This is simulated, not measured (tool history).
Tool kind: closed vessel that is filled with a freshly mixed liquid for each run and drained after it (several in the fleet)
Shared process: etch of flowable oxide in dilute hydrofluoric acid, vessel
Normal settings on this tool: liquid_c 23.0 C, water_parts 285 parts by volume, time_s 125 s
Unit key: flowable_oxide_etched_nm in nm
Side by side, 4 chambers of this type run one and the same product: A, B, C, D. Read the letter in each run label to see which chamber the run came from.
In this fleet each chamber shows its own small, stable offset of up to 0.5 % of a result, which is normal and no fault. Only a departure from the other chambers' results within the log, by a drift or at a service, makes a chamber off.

| run | day | liquid_c | water_parts | time_s | hours since the thermometer was replaced | hours since the hydrofluoric acid flow meter was replaced | read-back film thickness of the flowable oxide reference wafer, read on the same gauge (nm) | flowable_oxide_etched_nm |
|---|---|---|---|---|---|---|---|---|
| 1A | 0.229 | 23.0 | 285 | 125 | 1591.4 | 761.8 | 60.042 | 15.3600 |
| 2C | 0.496 | 23.0 | 285 | 125 | 621.4 | 937.5 | 60.023 | 15.4930 |
| 3D | 0.771 | 23.0 | 285 | 125 | 1215.2 | 324.6 | 59.982 | 15.3030 |
| 4B | 1.000 | 23.0 | 285 | 125 | 653.3 | 692.7 | 59.991 | 15.3410 |
| 5A | 1.183 | 23.0 | 285 | 125 | 1614.3 | 784.7 | 59.984 | 15.4670 |
| 6B | 1.438 | 23.0 | 285 | 125 | 663.8 | 703.2 | 59.991 | 15.4600 |
| 7C | 1.704 | 23.0 | 165 | 125 | 650.4 | 966.5 | 59.995 | 29.7970 |
| 8D | 1.971 | 23.0 | 165 | 125 | 1244.0 | 353.4 | 59.973 | 30.5240 |
| 9D | 2.212 | 23.0 | 165 | 125 | 1249.8 | 359.2 | 59.960 | 30.1670 |
| 10B | 2.392 | 23.0 | 165 | 125 | 686.7 | 726.1 | 59.984 | 30.0110 |
| 11A | 2.554 | 23.0 | 285 | 125 | 1647.2 | 817.6 | 60.048 | 15.5380 |
| 12C | 2.800 | 23.0 | 285 | 125 | 676.7 | 992.8 | 60.003 | 15.5300 |
| 13D | 3.071 | 23.0 | 285 | 125 | 1270.4 | 379.8 | 60.004 | 15.2920 |
| 14A | 3.342 | 23.0 | 285 | 125 | 1666.1 | 836.5 | 60.007 | 15.3300 |
| 15B | 3.479 | 21.0 | 380 | 125 | 712.8 | 752.2 | 59.978 | 10.1750 |
| 16C | 3.788 | 21.0 | 380 | 125 | 700.4 | 1016.5 | 60.000 | 9.9713 |
| 17D | 4.033 | 21.0 | 380 | 125 | 1293.5 | 402.9 | 59.997 | 9.9002 |
| 18B | 4.317 | 21.0 | 380 | 125 | 732.9 | 772.3 | 59.968 | 10.2680 |
| 19C | 4.450 | 23.0 | 285 | 125 | 716.3 | 1032.4 | 59.998 | 15.3990 |
| 20A | 4.654 | 23.0 | 285 | 125 | 1697.6 | 868.0 | 60.007 | 15.5110 |
| 21B | 4.854 | 23.0 | 285 | 125 | 745.8 | 785.2 | 60.022 | 15.9390 |
| 22D | 5.138 | 23.0 | 285 | 125 | 1320.0 | 429.4 | 59.981 | 15.3840 |
| 23A | 5.271 | 23.0 | 380 | 190 | 1712.4 | 882.8 | 60.017 | 16.1410 |
| 24C | 5.458 | 23.0 | 380 | 190 | 740.5 | 1056.6 | 60.022 | 15.9210 |
| 25C | 5.596 | 23.0 | 380 | 190 | 743.8 | 1059.9 | 60.042 | 15.9650 |
| 26D | 5.788 | 23.0 | 380 | 190 | 1335.6 | 445.0 | 59.989 | 15.9610 |
| 27A | 6.038 | 23.0 | 285 | 125 | 1730.8 | 901.2 | 59.990 | 15.6010 |
| 28B | 6.317 | 26.5 | 285 | 160 | 780.9 | 820.3 | 59.997 | 23.2810 |
| 29C | 6.500 | 26.5 | 285 | 160 | 765.5 | 1081.6 | 59.988 | 22.1620 |
| 30D | 6.783 | 26.5 | 285 | 160 | 1359.5 | 468.9 | 60.002 | 22.3780 |
| 31B | 6.942 | 26.5 | 285 | 160 | 795.9 | 835.3 | 60.045 | 23.2300 |
| 32A | 7.104 | 23.0 | 285 | 125 | 1756.4 | 926.8 | 60.019 | 15.5030 |
| 33A | 7.308 | 23.0 | 285 | 125 | 1761.3 | 931.7 | 59.989 | 15.3860 |
| 34B | 7.450 | 23.0 | 285 | 125 | 808.1 | 847.5 | 59.984 | 16.2710 |

All 4 chambers run these settings next. Forecast each chamber's results:
| 35A | 7.675 | 23.0 | 285 | 125 |  |  |  | ? |
| 35B | 7.675 | 23.0 | 285 | 125 |  |  |  | ? |
| 35C | 7.675 | 23.0 | 285 | 125 |  |  |  | ? |
| 35D | 7.675 | 23.0 | 285 | 125 |  |  |  | ? |

| run | flowable_oxide_etched_nm |
|---|---|
| 35A | 15.4670 |
| 35B | 16.2530 |
| 35C | 15.4000 |
| 35D | 15.4580 |

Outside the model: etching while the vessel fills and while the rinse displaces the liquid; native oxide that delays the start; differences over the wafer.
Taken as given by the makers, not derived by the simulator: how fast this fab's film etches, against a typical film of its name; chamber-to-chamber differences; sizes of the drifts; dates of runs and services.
